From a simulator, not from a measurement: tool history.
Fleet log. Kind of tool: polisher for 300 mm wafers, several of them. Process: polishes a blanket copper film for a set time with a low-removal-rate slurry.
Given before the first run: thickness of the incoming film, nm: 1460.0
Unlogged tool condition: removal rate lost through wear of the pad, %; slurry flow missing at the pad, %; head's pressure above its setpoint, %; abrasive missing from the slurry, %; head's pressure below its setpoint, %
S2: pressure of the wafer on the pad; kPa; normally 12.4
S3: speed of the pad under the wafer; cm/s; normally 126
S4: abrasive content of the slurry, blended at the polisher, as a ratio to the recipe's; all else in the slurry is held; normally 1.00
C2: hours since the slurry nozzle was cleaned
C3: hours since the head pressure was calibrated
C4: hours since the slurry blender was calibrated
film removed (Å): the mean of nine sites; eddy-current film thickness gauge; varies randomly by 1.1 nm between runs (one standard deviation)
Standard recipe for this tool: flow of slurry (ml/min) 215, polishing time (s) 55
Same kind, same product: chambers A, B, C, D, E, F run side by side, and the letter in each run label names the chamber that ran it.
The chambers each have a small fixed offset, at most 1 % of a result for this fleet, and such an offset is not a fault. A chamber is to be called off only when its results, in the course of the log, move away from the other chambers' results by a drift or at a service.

{"hour": 2.8, "done": "chamber C: head pressure recalibrated"}
{"run": "1B", "hour": 8.6, "flow of slurry (ml/min)": 215, "S2": 12.4, "S3": 126, "S4": 1.0, "polishing time (s)": 55, "wafers polished on this pad": 560, "C2": 169.7, "C3": 248.7, "C4": 45.8, "film removed (Å)": 1085.8}
{"hour": 12.2, "done": "chamber F: slurry blender recalibrated"}
{"hour": 15.6, "done": "chamber D: slurry nozzle cleaned"}
{"run": "2F", "hour": 19.4, "flow of slurry (ml/min)": 215, "S2": 12.4, "S3": 126, "S4": 1.0, "polishing time (s)": 55, "wafers polished on this pad": 669, "C2": 258.4, "C3": 109.0, "C4": 7.3, "film removed (Å)": 1069.4}
{"hour": 22.6, "done": "chamber E: head pressure recalibrated"}
{"hour": 22.6, "done": "chamber F: slurry nozzle cleaned"}
{"hour": 30.4, "done": "chamber B: worn pad replaced by a new one"}
{"run": "3D", "hour": 32.3, "flow of slurry (ml/min)": 215, "S2": 12.4, "S3": 126, "S4": 1.0, "polishing time (s)": 55, "wafers polished on this pad": 597, "C2": 16.8, "C3": 1156.7, "C4": 420.8, "film removed (Å)": 1071.8}
{"hour": 41.4, "done": "chamber F: worn pad replaced by a new one"}
{"run": "4A", "hour": 42.7, "flow of slurry (ml/min)": 215, "S2": 12.4, "S3": 126, "S4": 1.0, "polishing time (s)": 55, "wafers polished on this pad": 922, "C2": 490.8, "C3": 153.9, "C4": 105.7, "film removed (Å)": 1073.6}
{"hour": 51.4, "done": "chamber A: worn pad replaced by a new one"}
{"run": "5E", "hour": 52.9, "flow of slurry (ml/min)": 215, "S2": 12.4, "S3": 126, "S4": 1.0, "polishing time (s)": 55, "wafers polished on this pad": 600, "C2": 366.6, "C3": 30.4, "C4": 130.0, "film removed (Å)": 1081.9}
{"run": "6C", "hour": 58.7, "flow of slurry (ml/min)": 215, "S2": 12.4, "S3": 126, "S4": 1.0, "polishing time (s)": 55, "wafers polished on this pad": 607, "C2": 460.3, "C3": 55.9, "C4": 59.8, "film removed (Å)": 1079.7}
{"hour": 62.3, "done": "chamber D: worn pad replaced by a new one"}
{"run": "7C", "hour": 66.5, "flow of slurry (ml/min)": 215, "S2": 12.4, "S3": 126, "S4": 1.0, "polishing time (s)": 55, "wafers polished on this pad": 687, "C2": 468.1, "C3": 63.7, "C4": 67.6, "film removed (Å)": 1068.9}
{"run": "8F", "hour": 75.5, "flow of slurry (ml/min)": 215, "S2": 12.4, "S3": 126, "S4": 1.0, "polishing time (s)": 55, "wafers polished on this pad": 352, "C2": 53.0, "C3": 165.1, "C4": 63.4, "film removed (Å)": 1077.4}
{"hour": 77.3, "done": "chamber E: worn pad replaced by a new one"}
{"hour": 80.3, "done": "chamber C: worn pad replaced by a new one"}
{"run": "9E", "hour": 86.9, "flow of slurry (ml/min)": 215, "S2": 12.4, "S3": 126, "S4": 1.0, "polishing time (s)": 55, "wafers polished on this pad": 99, "C2": 400.6, "C3": 64.4, "C4": 164.0, "film removed (Å)": 1093.2}
{"run": "10A", "hour": 96.2, "flow of slurry (ml/min)": 215, "S2": 12.4, "S3": 126, "S4": 1.0, "polishing time (s)": 55, "wafers polished on this pad": 463, "C2": 544.3, "C3": 207.4, "C4": 159.2, "film removed (Å)": 1078.5}
{"hour": 106.4, "done": "chamber E: slurry blender recalibrated"}
{"run": "11D", "hour": 107.3, "flow of slurry (ml/min)": 215, "S2": 12.4, "S3": 126, "S4": 1.0, "polishing time (s)": 55, "wafers polished on this pad": 465, "C2": 91.8, "C3": 1231.7, "C4": 495.8, "film removed (Å)": 1095.8}
{"run": "12B", "hour": 114.0, "flow of slurry (ml/min)": 215, "S2": 12.4, "S3": 126, "S4": 1.0, "polishing time (s)": 55, "wafers polished on this pad": 862, "C2": 275.1, "C3": 354.1, "C4": 151.2, "film removed (Å)": 1092.7}
{"hour": 115.2, "done": "chamber F: slurry blender recalibrated"}
{"hour": 123.2, "done": "chamber F: worn pad replaced by a new one"}
{"hour": 123.7, "done": "chamber D: head pressure recalibrated"}
{"hour": 124.0, "done": "chamber B: worn pad replaced by a new one"}
{"run": "13C", "hour": 126.5, "flow of slurry (ml/min)": 215, "S2": 12.4, "S3": 126, "S4": 1.15, "polishing time (s)": 55, "wafers polished on this pad": 477, "C2": 528.1, "C3": 123.7, "C4": 127.6, "film removed (Å)": 1119.3}
{"hour": 135.5, "done": "chamber D: slurry blender recalibrated"}
{"run": "14D", "hour": 138.7, "flow of slurry (ml/min)": 215, "S2": 12.4, "S3": 126, "S4": 1.15, "polishing time (s)": 55, "wafers polished on this pad": 789, "C2": 123.2, "C3": 15.1, "C4": 3.3, "film removed (Å)": 1138.7}
{"hour": 146.6, "done": "chamber A: worn pad replaced by a new one"}
{"hour": 148.4, "done": "chamber B: head pressure recalibrated"}
{"hour": 148.6, "done": "chamber D: worn pad replaced by a new one"}
{"run": "15B", "hour": 151.8, "flow of slurry (ml/min)": 215, "S2": 12.4, "S3": 126, "S4": 1.15, "polishing time (s)": 55, "wafers polished on this pad": 287, "C2": 312.9, "C3": 3.4, "C4": 189.0, "film removed (Å)": 1125.2}
{"hour": 154.9, "done": "chamber C: worn pad replaced by a new one"}
{"run": "16A", "hour": 163.7, "flow of slurry (ml/min)": 215, "S2": 12.4, "S3": 126, "S4": 1.15, "polishing time (s)": 55, "wafers polished on this pad": 177, "C2": 611.8, "C3": 274.9, "C4": 226.7, "film removed (Å)": 1104.7}
{"hour": 168.9, "done": "chamber E: worn pad replaced by a new one"}
{"run": "17E", "hour": 173.3, "flow of slurry (ml/min)": 215, "S2": 12.4, "S3": 126, "S4": 1.15, "polishing time (s)": 55, "wafers polished on this pad": 46, "C2": 487.0, "C3": 150.8, "C4": 67.0, "film removed (Å)": 1105.6}
{"run": "18F", "hour": 182.8, "flow of slurry (ml/min)": 215, "S2": 12.4, "S3": 126, "S4": 1.15, "polishing time (s)": 55, "wafers polished on this pad": 616, "C2": 160.3, "C3": 272.4, "C4": 67.7, "film removed (Å)": 1126.2}
{"hour": 193.9, "done": "chamber F: head pressure recalibrated"}
{"run": "19A", "hour": 195.3, "flow of slurry (ml/min)": 215, "S2": 12.4, "S3": 126, "S4": 1.0, "polishing time (s)": 55, "wafers polished on this pad": 503, "C2": 643.4, "C3": 306.5, "C4": 258.3, "film removed (Å)": 1064.0}
{"hour": 196.5, "done": "chamber B: worn pad replaced by a new one"}
{"hour": 196.6, "done": "chamber F: worn pad replaced by a new one"}
{"run": "20C", "hour": 205.5, "flow of slurry (ml/min)": 215, "S2": 12.4, "S3": 126, "S4": 1.0, "polishing time (s)": 55, "wafers polished on this pad": 522, "C2": 607.1, "C3": 202.7, "C4": 206.6, "film removed (Å)": 1077.6}
{"run": "21F", "hour": 217.6, "flow of slurry (ml/min)": 215, "S2": 12.4, "S3": 126, "S4": 1.0, "polishing time (s)": 55, "wafers polished on this pad": 216, "C2": 195.1, "C3": 23.7, "C4": 102.5, "film removed (Å)": 1085.2}
{"hour": 225.4, "done": "chamber D: worn pad replaced by a new one"}
{"run": "22B", "hour": 227.0, "flow of slurry (ml/min)": 215, "S2": 12.4, "S3": 126, "S4": 1.0, "polishing time (s)": 55, "wafers polished on this pad": 315, "C2": 388.1, "C3": 78.6, "C4": 264.2, "film removed (Å)": 1075.4}
{"hour": 233.2, "done": "chamber F: slurry blender recalibrated"}
{"hour": 235.4, "done": "chamber A: worn pad replaced by a new one"}
{"hour": 239.0, "done": "chamber C: slurry blender recalibrated"}
{"run": "23D", "hour": 239.2, "flow of slurry (ml/min)": 215, "S2": 12.4, "S3": 126, "S4": 1.0, "polishing time (s)": 55, "wafers polished on this pad": 142, "C2": 223.7, "C3": 115.6, "C4": 103.8, "film removed (Å)": 1088.1}
{"run": "24E", "hour": 247.4, "flow of slurry (ml/min)": 215, "S2": 12.4, "S3": 126, "S4": 1.0, "polishing time (s)": 55, "wafers polished on this pad": 811, "C2": 561.1, "C3": 224.9, "C4": 141.1, "film removed (Å)": 1085.3}
{"hour": 251.1, "done": "chamber C: worn pad replaced by a new one"}
{"hour": 258.6, "done": "chamber E: worn pad replaced by a new one"}
{"run": "25D", "hour": 258.6, "flow of slurry (ml/min)": 215, "S2": 12.4, "S3": 126, "S4": 1.0, "polishing time (s)": 55, "wafers polished on this pad": 343, "C2": 243.1, "C3": 135.0, "C4": 123.2, "film removed (Å)": 1098.1}
{"run": "26A", "hour": 268.3, "flow of slurry (ml/min)": 215, "S2": 12.4, "S3": 126, "S4": 1.0, "polishing time (s)": 55, "wafers polished on this pad": 339, "C2": 716.4, "C3": 379.5, "C4": 331.3, "film removed (Å)": 1059.3}
{"hour": 270.4, "done": "chamber A: slurry blender recalibrated"}
{"hour": 274.2, "done": "chamber B: worn pad replaced by a new one"}
{"hour": 278.5, "done": "chamber E: slurry blender recalibrated"}
{"run": "27C", "hour": 280.8, "flow of slurry (ml/min)": 215, "S2": 12.4, "S3": 126, "S4": 1.0, "polishing time (s)": 55, "wafers polished on this pad": 307, "C2": 682.4, "C3": 278.0, "C4": 41.8, "film removed (Å)": 1091.7}
{"hour": 281.3, "done": "chamber F: worn pad replaced by a new one"}
{"run": "28F", "hour": 293.0, "flow of slurry (ml/min)": 215, "S2": 12.4, "S3": 126, "S4": 1.0, "polishing time (s)": 55, "wafers polished on this pad": 121, "C2": 270.5, "C3": 99.1, "C4": 59.8, "film removed (Å)": 1091.3}
{"hour": 296.2, "done": "chamber F: slurry nozzle cleaned"}
{"hour": 299.0, "done": "chamber D: slurry nozzle cleaned"}
{"run": "29E", "hour": 305.7, "flow of slurry (ml/min)": 215, "S2": 12.4, "S3": 126, "S4": 1.0, "polishing time (s)": 55, "wafers polished on this pad": 486, "C2": 619.4, "C3": 283.2, "C4": 27.2, "film removed (Å)": 1090.8}
{"hour": 314.6, "done": "chamber D: worn pad replaced by a new one"}
{"run": "30B", "hour": 318.6, "flow of slurry (ml/min)": 215, "S2": 12.4, "S3": 126, "S4": 1.0, "polishing time (s)": 55, "wafers polished on this pad": 458, "C2": 479.7, "C3": 170.2, "C4": 355.8, "film removed (Å)": 1097.4}
{"run": "31F", "hour": 330.6, "flow of slurry (ml/min)": 215, "S2": 12.4, "S3": 126, "S4": 1.0, "polishing time (s)": 55, "wafers polished on this pad": 509, "C2": 34.4, "C3": 136.7, "C4": 97.4, "film removed (Å)": 1095.7}
{"hour": 333.0, "done": "chamber C: worn pad replaced by a new one"}
{"hour": 334.3, "done": "chamber F: slurry blender recalibrated"}
{"hour": 337.6, "done": "chamber B: slurry blender recalibrated"}
{"hour": 339.9, "done": "chamber A: worn pad replaced by a new one"}
{"run": "32D", "hour": 341.4, "flow of slurry (ml/min)": 215, "S2": 12.4, "S3": 126, "S4": 1.0, "polishing time (s)": 55, "wafers polished on this pad": 277, "C2": 42.5, "C3": 217.8, "C4": 206.0, "film removed (Å)": 1083.9}
{"hour": 352.4, "done": "chamber E: worn pad replaced by a new one"}
{"run": "33B", "hour": 353.5, "flow of slurry (ml/min)": 215, "S2": 12.4, "S3": 126, "S4": 1.0, "polishing time (s)": 55, "wafers polished on this pad": 818, "C2": 514.6, "C3": 205.1, "C4": 15.9, "film removed (Å)": 1075.4}
{"hour": 355.6, "done": "chamber F: worn pad replaced by a new one"}
{"hour": 362.9, "done": "chamber B: worn pad replaced by a new one"}
{"run": "34A", "hour": 364.5, "flow of slurry (ml/min)": 215, "S2": 12.4, "S3": 126, "S4": 1.0, "polishing time (s)": 47, "wafers polished on this pad": 254, "C2": 812.6, "C3": 475.7, "C4": 94.2, "film removed (Å)": 905.17}
{"run": "35E", "hour": 374.7, "flow of slurry (ml/min)": 215, "S2": 12.4, "S3": 126, "S4": 1.0, "polishing time (s)": 47, "wafers polished on this pad": 231, "C2": 688.4, "C3": 352.2, "C4": 96.2, "film removed (Å)": 914.23}
{"run": "36C", "hour": 381.1, "flow of slurry (ml/min)": 215, "S2": 12.4, "S3": 126, "S4": 1.0, "polishing time (s)": 47, "wafers polished on this pad": 496, "C2": 782.7, "C3": 378.3, "C4": 142.1, "film removed (Å)": 934.21}
{"run": "37E", "hour": 390.7, "flow of slurry (ml/min)": 215, "S2": 12.4, "S3": 126, "S4": 1.0, "polishing time (s)": 47, "wafers polished on this pad": 396, "C2": 704.4, "C3": 368.2, "C4": 112.2, "film removed (Å)": 915.95}
{"run": "38C", "hour": 396.7, "flow of slurry (ml/min)": 215, "S2": 12.4, "S3": 126, "S4": 1.0, "polishing time (s)": 47, "wafers polished on this pad": 657, "C2": 798.3, "C3": 393.9, "C4": 157.7, "film removed (Å)": 916.85}
{"run": "39F", "hour": 405.8, "flow of slurry (ml/min)": 215, "S2": 12.4, "S3": 126, "S4": 1.0, "polishing time (s)": 47, "wafers polished on this pad": 518, "C2": 109.6, "C3": 211.9, "C4": 71.5, "film removed (Å)": 920.59}
{"run": "40B", "hour": 418.5, "flow of slurry (ml/min)": 215, "S2": 12.4, "S3": 126, "S4": 1.0, "polishing time (s)": 55, "wafers polished on this pad": 574, "C2": 579.6, "C3": 270.1, "C4": 80.9, "film removed (Å)": 1075.9}

For the next run the whole fleet of 6 chambers uses the same settings. Give each chamber's results:
{"run": "41A", "hour": 427.9, "flow of slurry (ml/min)": 215, "S2": 12.4, "S3": 126, "S4": 1.0, "polishing time (s)": 55, "film removed (Å)": "?"}
{"run": "41B", "hour": 427.9, "flow of slurry (ml/min)": 215, "S2": 12.4, "S3": 126, "S4": 1.0, "polishing time (s)": 55, "film removed (Å)": "?"}
{"run": "41C", "hour": 427.9, "flow of slurry (ml/min)": 215, "S2": 12.4, "S3": 126, "S4": 1.0, "polishing time (s)": 55, "film removed (Å)": "?"}
{"run": "41D", "hour": 427.9, "flow of slurry (ml/min)": 215, "S2": 12.4, "S3": 126, "S4": 1.0, "polishing time (s)": 55, "film removed (Å)": "?"}
{"run": "41E", "hour": 427.9, "flow of slurry (ml/min)": 215, "S2": 12.4, "S3": 126, "S4": 1.0, "polishing time (s)": 55, "film removed (Å)": "?"}
{"run": "41F", "hour": 427.9, "flow of slurry (ml/min)": 215, "S2": 12.4, "S3": 126, "S4": 1.0, "polishing time (s)": 55, "film removed (Å)": "?"}

run=41A film_removed_(Å)=1066.30
run=41B film_removed_(Å)=1083.50
run=41C film_removed_(Å)=1077.10
run=41D film_removed_(Å)=1100.80
run=41E film_removed_(Å)=1075.90
run=41F film_removed_(Å)=1082.70
